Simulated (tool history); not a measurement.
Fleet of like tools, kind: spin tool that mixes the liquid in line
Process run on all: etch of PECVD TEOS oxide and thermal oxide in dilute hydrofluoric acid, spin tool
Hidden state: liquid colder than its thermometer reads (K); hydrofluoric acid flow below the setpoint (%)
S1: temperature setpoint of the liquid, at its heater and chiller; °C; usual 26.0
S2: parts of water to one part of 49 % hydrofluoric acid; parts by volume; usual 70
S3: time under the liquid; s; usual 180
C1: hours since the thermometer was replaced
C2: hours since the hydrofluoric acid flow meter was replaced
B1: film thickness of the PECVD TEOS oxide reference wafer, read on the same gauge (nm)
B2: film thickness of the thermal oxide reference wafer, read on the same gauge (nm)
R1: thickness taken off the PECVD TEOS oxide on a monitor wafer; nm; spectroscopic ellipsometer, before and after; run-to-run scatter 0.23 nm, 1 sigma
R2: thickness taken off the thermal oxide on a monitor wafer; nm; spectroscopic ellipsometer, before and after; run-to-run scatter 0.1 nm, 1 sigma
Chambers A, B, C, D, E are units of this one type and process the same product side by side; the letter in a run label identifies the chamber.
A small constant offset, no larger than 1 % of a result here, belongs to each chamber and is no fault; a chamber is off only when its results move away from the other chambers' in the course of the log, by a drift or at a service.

run	hour	S1	S2	S3	C1	C2	B1	B2	R1	R2
1A	4.2	26.0	70	180	335.8	788.7	89.995	79.990	37.748	13.272
2E	8.9	26.0	70	180	2082.0	89.1	89.994	79.997	37.133	13.548
3D	13.5	26.0	70	180	348.7	51.1	90.007	80.016	37.787	13.292
4C	19.3	26.0	70	180	508.1	947.5	89.988	80.020	36.957	13.227
5B	25.5	26.0	70	180	891.7	737.9	89.998	80.002	37.702	13.415
6C	31.7	26.0	70	180	520.5	959.9	90.003	79.984	36.985	13.409
7E	37.5	26.0	70	180	2110.6	117.7	89.994	80.021	37.436	13.510
8B	46.6	26.0	70	180	912.8	759.0	90.014	80.029	37.749	13.461
9A	53.7	26.0	70	180	385.3	838.2	90.012	80.003	37.718	13.264
10D	63.2	26.0	70	180	398.4	100.8	89.997	79.970	37.196	13.356
11C	72.3	26.0	70	180	561.1	1000.5	90.005	80.030	37.208	13.301
12A	80.0	26.0	70	180	411.6	864.5	89.997	80.007	37.678	13.149
13B	84.5	26.0	70	180	950.7	796.9	90.012	80.007	38.093	13.356
14E	91.2	26.0	70	180	2164.3	171.4	90.007	80.007	36.864	13.309
15D	96.0	26.0	70	180	431.2	133.6	90.010	80.010	37.285	13.230
16D	100.8	26.0	70	180	436.0	138.4	90.002	80.004	36.937	13.156
17E	105.8	26.0	70	180	2178.9	186.0	90.008	79.978	37.298	13.384
# hour 111.6: chamber B: hydrofluoric acid flow meter replaced
18B	113.9	26.0	70	180	980.1	2.4	90.020	79.985	37.878	13.589
19A	118.2	26.0	70	180	449.8	902.7	90.007	79.999	37.703	13.209
20C	127.9	26.0	70	180	616.7	1056.1	89.997	79.942	36.797	13.566
# hour 134.4: chamber C: hydrofluoric acid flow meter replaced
21E	135.0	26.0	70	180	2208.1	215.2	90.010	79.985	37.312	13.443
22C	141.7	26.0	70	180	630.5	7.4	90.004	80.007	37.185	13.415
23D	150.9	26.0	70	180	486.1	188.5	90.011	79.992	37.437	13.357
24B	158.4	26.0	70	180	1024.6	46.9	89.989	79.960	37.454	13.491
25A	166.6	26.0	70	180	498.2	951.1	89.975	80.026	37.965	13.381
26C	173.4	26.0	70	180	662.2	39.1	89.998	79.983	37.241	13.332
27D	179.7	28.0	70	180	514.9	217.3	90.011	79.984	40.715	14.294
28E	186.2	28.0	70	180	2259.3	266.4	90.004	79.978	40.395	14.385
29A	190.5	28.0	70	180	522.1	975.0	90.008	80.030	40.389	14.241
30B	195.2	28.0	70	180	1061.4	83.7	89.992	80.044	40.613	14.488
31C	202.6	28.0	70	180	691.4	68.3	90.001	79.996	40.128	14.368
32D	208.8	26.0	70	180	544.0	246.4	89.995	80.074	37.119	13.331
33B	216.9	26.0	70	180	1083.1	105.4	89.997	80.021	37.971	13.540
34A	225.8	26.0	70	180	557.4	1010.3	90.005	79.994	37.681	13.398
35E	232.5	23.5	70	180	2305.6	312.7	90.009	79.987	33.395	12.043
36A	242.1	23.5	70	180	573.7	1026.6	90.004	80.014	34.235	12.168
37D	248.6	23.5	70	180	583.8	286.2	89.984	80.005	33.979	11.799
38C	256.6	23.5	70	180	745.4	122.3	90.008	79.993	33.208	11.998
39E	265.6	23.5	70	180	2338.7	345.8	89.996	80.046	33.354	12.123

Does one chamber stand apart from the rest, does the shared gauge drift, or is all well apart from small per-chamber offsets? Give the chamber and the most likely cause, where there is one.

No chamber is off and the gauge is stable; the differences are just each chamber's small, constant offset.
